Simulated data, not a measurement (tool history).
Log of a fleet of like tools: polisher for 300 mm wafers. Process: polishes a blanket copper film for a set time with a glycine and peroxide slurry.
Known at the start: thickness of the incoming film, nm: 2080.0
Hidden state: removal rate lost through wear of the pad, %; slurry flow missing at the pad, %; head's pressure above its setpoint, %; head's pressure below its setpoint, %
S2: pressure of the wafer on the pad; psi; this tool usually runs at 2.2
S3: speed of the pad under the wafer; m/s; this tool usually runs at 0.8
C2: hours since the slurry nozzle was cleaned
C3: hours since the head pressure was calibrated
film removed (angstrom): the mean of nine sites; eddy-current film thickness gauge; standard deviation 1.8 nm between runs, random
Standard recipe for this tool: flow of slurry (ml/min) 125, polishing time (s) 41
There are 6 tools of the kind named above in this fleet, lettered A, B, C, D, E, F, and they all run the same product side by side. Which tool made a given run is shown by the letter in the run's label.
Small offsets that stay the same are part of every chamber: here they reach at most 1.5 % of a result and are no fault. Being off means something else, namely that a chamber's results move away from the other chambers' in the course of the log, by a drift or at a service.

{"run": "1A", "hour": 6.2, "flow of slurry (ml/min)": 125, "S2": 2.2, "S3": 0.8, "polishing time (s)": 41, "wafers polished on this pad": 1145, "C2": 46.2, "C3": 1293.3, "film removed (angstrom)": 1874.3}
{"hour": 10.9, "done": "chamber E: worn pad replaced by a new one"}
{"hour": 12.3, "done": "chamber C: worn pad replaced by a new one"}
{"run": "2E", "hour": 13.5, "flow of slurry (ml/min)": 125, "S2": 2.2, "S3": 0.8, "polishing time (s)": 41, "wafers polished on this pad": 30, "C2": 29.9, "C3": 1200.6, "film removed (angstrom)": 1854.8}
{"run": "3B", "hour": 18.8, "flow of slurry (ml/min)": 125, "S2": 2.2, "S3": 0.8, "polishing time (s)": 41, "wafers polished on this pad": 357, "C2": 200.9, "C3": 505.4, "film removed (angstrom)": 1882.7}
{"hour": 19.2, "done": "chamber D: worn pad replaced by a new one"}
{"run": "4F", "hour": 22.1, "flow of slurry (ml/min)": 125, "S2": 2.2, "S3": 0.8, "polishing time (s)": 41, "wafers polished on this pad": 360, "C2": 45.2, "C3": 958.7, "film removed (angstrom)": 1901.2}
{"hour": 23.6, "done": "chamber A: worn pad replaced by a new one"}
{"run": "5D", "hour": 26.3, "flow of slurry (ml/min)": 125, "S2": 2.2, "S3": 0.8, "polishing time (s)": 41, "wafers polished on this pad": 82, "C2": 49.4, "C3": 181.3, "film removed (angstrom)": 1857.1}
{"run": "6C", "hour": 33.7, "flow of slurry (ml/min)": 125, "S2": 1.9, "S3": 0.6, "polishing time (s)": 41, "wafers polished on this pad": 247, "C2": 193.4, "C3": 309.6, "film removed (angstrom)": 1414.7}
{"run": "7E", "hour": 41.1, "flow of slurry (ml/min)": 125, "S2": 1.9, "S3": 0.6, "polishing time (s)": 41, "wafers polished on this pad": 348, "C2": 57.5, "C3": 1228.2, "film removed (angstrom)": 1378}
{"run": "8B", "hour": 45.3, "flow of slurry (ml/min)": 125, "S2": 1.9, "S3": 0.6, "polishing time (s)": 41, "wafers polished on this pad": 663, "C2": 227.4, "C3": 531.9, "film removed (angstrom)": 1387.1}
{"run": "9A", "hour": 48.6, "flow of slurry (ml/min)": 125, "S2": 1.9, "S3": 0.6, "polishing time (s)": 41, "wafers polished on this pad": 289, "C2": 88.6, "C3": 1335.7, "film removed (angstrom)": 1388.9}
{"hour": 49.8, "done": "chamber F: worn pad replaced by a new one"}
{"hour": 53.9, "done": "chamber E: head pressure recalibrated"}
{"hour": 54.1, "done": "chamber A: head pressure recalibrated"}
{"run": "10C", "hour": 54.2, "flow of slurry (ml/min)": 125, "S2": 1.9, "S3": 0.6, "polishing time (s)": 41, "wafers polished on this pad": 483, "C2": 213.9, "C3": 330.1, "film removed (angstrom)": 1376.5}
{"hour": 56.7, "done": "chamber C: worn pad replaced by a new one"}
{"run": "11F", "hour": 59.7, "flow of slurry (ml/min)": 125, "S2": 1.9, "S3": 0.6, "polishing time (s)": 41, "wafers polished on this pad": 114, "C2": 82.8, "C3": 996.3, "film removed (angstrom)": 1408.7}
{"run": "12D", "hour": 64.6, "flow of slurry (ml/min)": 125, "S2": 2.2, "S3": 0.8, "polishing time (s)": 41, "wafers polished on this pad": 525, "C2": 87.7, "C3": 219.6, "film removed (angstrom)": 1882.1}
{"run": "13A", "hour": 69.2, "flow of slurry (ml/min)": 125, "S2": 2.2, "S3": 0.8, "polishing time (s)": 41, "wafers polished on this pad": 527, "C2": 109.2, "C3": 15.1, "film removed (angstrom)": 1873.3}
{"run": "14B", "hour": 73.1, "flow of slurry (ml/min)": 125, "S2": 2.2, "S3": 0.8, "polishing time (s)": 41, "wafers polished on this pad": 984, "C2": 255.2, "C3": 559.7, "film removed (angstrom)": 1826.7}
{"run": "15F", "hour": 76.9, "flow of slurry (ml/min)": 125, "S2": 2.2, "S3": 0.8, "polishing time (s)": 41, "wafers polished on this pad": 313, "C2": 100, "C3": 1013.5, "film removed (angstrom)": 1897}
{"run": "16C", "hour": 82.7, "flow of slurry (ml/min)": 125, "S2": 2.2, "S3": 0.8, "polishing time (s)": 41, "wafers polished on this pad": 301, "C2": 242.4, "C3": 358.6, "film removed (angstrom)": 1859.8}
{"run": "17D", "hour": 86.2, "flow of slurry (ml/min)": 125, "S2": 2.2, "S3": 0.8, "polishing time (s)": 41, "wafers polished on this pad": 774, "C2": 109.3, "C3": 241.2, "film removed (angstrom)": 1896.4}
{"run": "18E", "hour": 90.6, "flow of slurry (ml/min)": 125, "S2": 2.2, "S3": 0.8, "polishing time (s)": 41, "wafers polished on this pad": 920, "C2": 107, "C3": 36.7, "film removed (angstrom)": 1891.6}
{"run": "19D", "hour": 95.0, "flow of slurry (ml/min)": 125, "S2": 2.2, "S3": 0.8, "polishing time (s)": 41, "wafers polished on this pad": 876, "C2": 118.1, "C3": 250, "film removed (angstrom)": 1874.4}
{"hour": 101.4, "done": "chamber C: worn pad replaced by a new one"}
{"run": "20F", "hour": 101.7, "flow of slurry (ml/min)": 125, "S2": 2.2, "S3": 0.8, "polishing time (s)": 41, "wafers polished on this pad": 600, "C2": 124.8, "C3": 1038.3, "film removed (angstrom)": 1899.9}
{"run": "21A", "hour": 108.2, "flow of slurry (ml/min)": 125, "S2": 2.2, "S3": 0.62, "polishing time (s)": 41, "wafers polished on this pad": 977, "C2": 148.2, "C3": 54.1, "film removed (angstrom)": 1566.3}
{"hour": 108.6, "done": "chamber E: worn pad replaced by a new one"}
{"run": "22B", "hour": 112.8, "flow of slurry (ml/min)": 125, "S2": 2.2, "S3": 0.62, "polishing time (s)": 41, "wafers polished on this pad": 1443, "C2": 294.9, "C3": 599.4, "film removed (angstrom)": 1505.3}
{"hour": 113.0, "done": "chamber F: worn pad replaced by a new one"}
{"run": "23C", "hour": 119.2, "flow of slurry (ml/min)": 125, "S2": 2.2, "S3": 0.62, "polishing time (s)": 41, "wafers polished on this pad": 205, "C2": 278.9, "C3": 395.1, "film removed (angstrom)": 1574.4}
{"run": "24E", "hour": 123.6, "flow of slurry (ml/min)": 125, "S2": 2.2, "S3": 0.62, "polishing time (s)": 41, "wafers polished on this pad": 174, "C2": 140, "C3": 69.7, "film removed (angstrom)": 1554}
{"hour": 127.9, "done": "chamber D: worn pad replaced by a new one"}
{"run": "25F", "hour": 128.1, "flow of slurry (ml/min)": 125, "S2": 2.2, "S3": 0.62, "polishing time (s)": 41, "wafers polished on this pad": 175, "C2": 151.2, "C3": 1064.7, "film removed (angstrom)": 1606.1}
{"run": "26D", "hour": 133.1, "flow of slurry (ml/min)": 125, "S2": 2.2, "S3": 0.62, "polishing time (s)": 41, "wafers polished on this pad": 60, "C2": 156.2, "C3": 288.1, "film removed (angstrom)": 1542.5}
{"run": "27A", "hour": 136.7, "flow of slurry (ml/min)": 125, "S2": 2.2, "S3": 0.72, "polishing time (s)": 47, "wafers polished on this pad": 1306, "C2": 176.7, "C3": 82.6, "film removed (angstrom)": 2005.3}
{"hour": 143.7, "done": "chamber C: worn pad replaced by a new one"}
{"run": "28C", "hour": 143.7, "flow of slurry (ml/min)": 125, "S2": 2.2, "S3": 0.72, "polishing time (s)": 47, "wafers polished on this pad": 0, "C2": 303.4, "C3": 419.6, "film removed (angstrom)": 2010.9}
{"run": "29B", "hour": 147.1, "flow of slurry (ml/min)": 125, "S2": 2.2, "S3": 0.72, "polishing time (s)": 47, "wafers polished on this pad": 1839, "C2": 329.2, "C3": 633.7, "film removed (angstrom)": 1882.3}
{"run": "30E", "hour": 153.7, "flow of slurry (ml/min)": 125, "S2": 2.2, "S3": 0.72, "polishing time (s)": 47, "wafers polished on this pad": 521, "C2": 170.1, "C3": 99.8, "film removed (angstrom)": 1989.7}
{"hour": 156.9, "done": "chamber A: worn pad replaced by a new one"}
{"run": "31D", "hour": 158.3, "flow of slurry (ml/min)": 125, "S2": 2.2, "S3": 0.72, "polishing time (s)": 47, "wafers polished on this pad": 352, "C2": 181.4, "C3": 313.3, "film removed (angstrom)": 2017.8}
{"run": "32F", "hour": 161.7, "flow of slurry (ml/min)": 125, "S2": 2.2, "S3": 0.72, "polishing time (s)": 47, "wafers polished on this pad": 563, "C2": 184.8, "C3": 1098.3, "film removed (angstrom)": 2059}
{"run": "33A", "hour": 169.1, "flow of slurry (ml/min)": 125, "S2": 2.2, "S3": 0.8, "polishing time (s)": 41, "wafers polished on this pad": 141, "C2": 209.1, "C3": 115, "film removed (angstrom)": 1890.8}
{"run": "34B", "hour": 174.2, "flow of slurry (ml/min)": 125, "S2": 2.2, "S3": 0.8, "polishing time (s)": 41, "wafers polished on this pad": 2152, "C2": 356.3, "C3": 660.8, "film removed (angstrom)": 1708.8}
{"hour": 175.9, "done": "chamber F: worn pad replaced by a new one"}
{"run": "35E", "hour": 178.2, "flow of slurry (ml/min)": 125, "S2": 2.6, "S3": 0.8, "polishing time (s)": 34, "wafers polished on this pad": 804, "C2": 194.6, "C3": 124.3, "film removed (angstrom)": 1781}
{"hour": 182.9, "done": "chamber C: worn pad replaced by a new one"}
{"run": "36C", "hour": 184.3, "flow of slurry (ml/min)": 125, "S2": 2.6, "S3": 0.8, "polishing time (s)": 34, "wafers polished on this pad": 16, "C2": 344, "C3": 460.2, "film removed (angstrom)": 1757.1}
{"run": "37B", "hour": 190.2, "flow of slurry (ml/min)": 125, "S2": 2.6, "S3": 0.8, "polishing time (s)": 34, "wafers polished on this pad": 2337, "C2": 372.3, "C3": 676.8, "film removed (angstrom)": 1605.8}
{"hour": 194.6, "done": "chamber E: worn pad replaced by a new one"}
{"run": "38F", "hour": 196.2, "flow of slurry (ml/min)": 125, "S2": 2.6, "S3": 0.8, "polishing time (s)": 34, "wafers polished on this pad": 234, "C2": 219.3, "C3": 1132.8, "film removed (angstrom)": 1798.3}
{"run": "39D", "hour": 202.3, "flow of slurry (ml/min)": 125, "S2": 2.6, "S3": 0.8, "polishing time (s)": 34, "wafers polished on this pad": 860, "C2": 225.4, "C3": 357.3, "film removed (angstrom)": 1750.3}
{"hour": 204.8, "done": "chamber A: slurry nozzle cleaned"}
{"run": "40C", "hour": 209.1, "flow of slurry (ml/min)": 125, "S2": 2.6, "S3": 0.8, "polishing time (s)": 34, "wafers polished on this pad": 303, "C2": 368.8, "C3": 485, "film removed (angstrom)": 1779.4}
{"run": "41A", "hour": 215.9, "flow of slurry (ml/min)": 145, "S2": 2.8, "S3": 0.8, "polishing time (s)": 41, "wafers polished on this pad": 682, "C2": 11.2, "C3": 161.8, "film removed (angstrom)": 2336.4}
{"run": "42E", "hour": 221.8, "flow of slurry (ml/min)": 145, "S2": 2.8, "S3": 0.8, "polishing time (s)": 41, "wafers polished on this pad": 314, "C2": 238.2, "C3": 167.9, "film removed (angstrom)": 2309.7}
{"run": "43B", "hour": 227.4, "flow of slurry (ml/min)": 145, "S2": 2.8, "S3": 0.8, "polishing time (s)": 41, "wafers polished on this pad": 2767, "C2": 409.5, "C3": 714, "film removed (angstrom)": 2071.6}

Predict what each chamber gives when all 6 of them run the settings below next.
{"run": "44A", "hour": 232.8, "flow of slurry (ml/min)": 125, "S2": 2.2, "S3": 0.8, "polishing time (s)": 41, "film removed (angstrom)": "?"}
{"run": "44B", "hour": 232.8, "flow of slurry (ml/min)": 125, "S2": 2.2, "S3": 0.8, "polishing time (s)": 41, "film removed (angstrom)": "?"}
{"run": "44C", "hour": 232.8, "flow of slurry (ml/min)": 125, "S2": 2.2, "S3": 0.8, "polishing time (s)": 41, "film removed (angstrom)": "?"}
{"run": "44D", "hour": 232.8, "flow of slurry (ml/min)": 125, "S2": 2.2, "S3": 0.8, "polishing time (s)": 41, "film removed (angstrom)": "?"}
{"run": "44E", "hour": 232.8, "flow of slurry (ml/min)": 125, "S2": 2.2, "S3": 0.8, "polishing time (s)": 41, "film removed (angstrom)": "?"}
{"run": "44F", "hour": 232.8, "flow of slurry (ml/min)": 125, "S2": 2.2, "S3": 0.8, "polishing time (s)": 41, "film removed (angstrom)": "?"}

run=44A film_removed_(angstrom)=1888.9
run=44B film_removed_(angstrom)=1679
run=44C film_removed_(angstrom)=1887.7
run=44D film_removed_(angstrom)=1864.2
run=44E film_removed_(angstrom)=1862
run=44F film_removed_(angstrom)=1879.4

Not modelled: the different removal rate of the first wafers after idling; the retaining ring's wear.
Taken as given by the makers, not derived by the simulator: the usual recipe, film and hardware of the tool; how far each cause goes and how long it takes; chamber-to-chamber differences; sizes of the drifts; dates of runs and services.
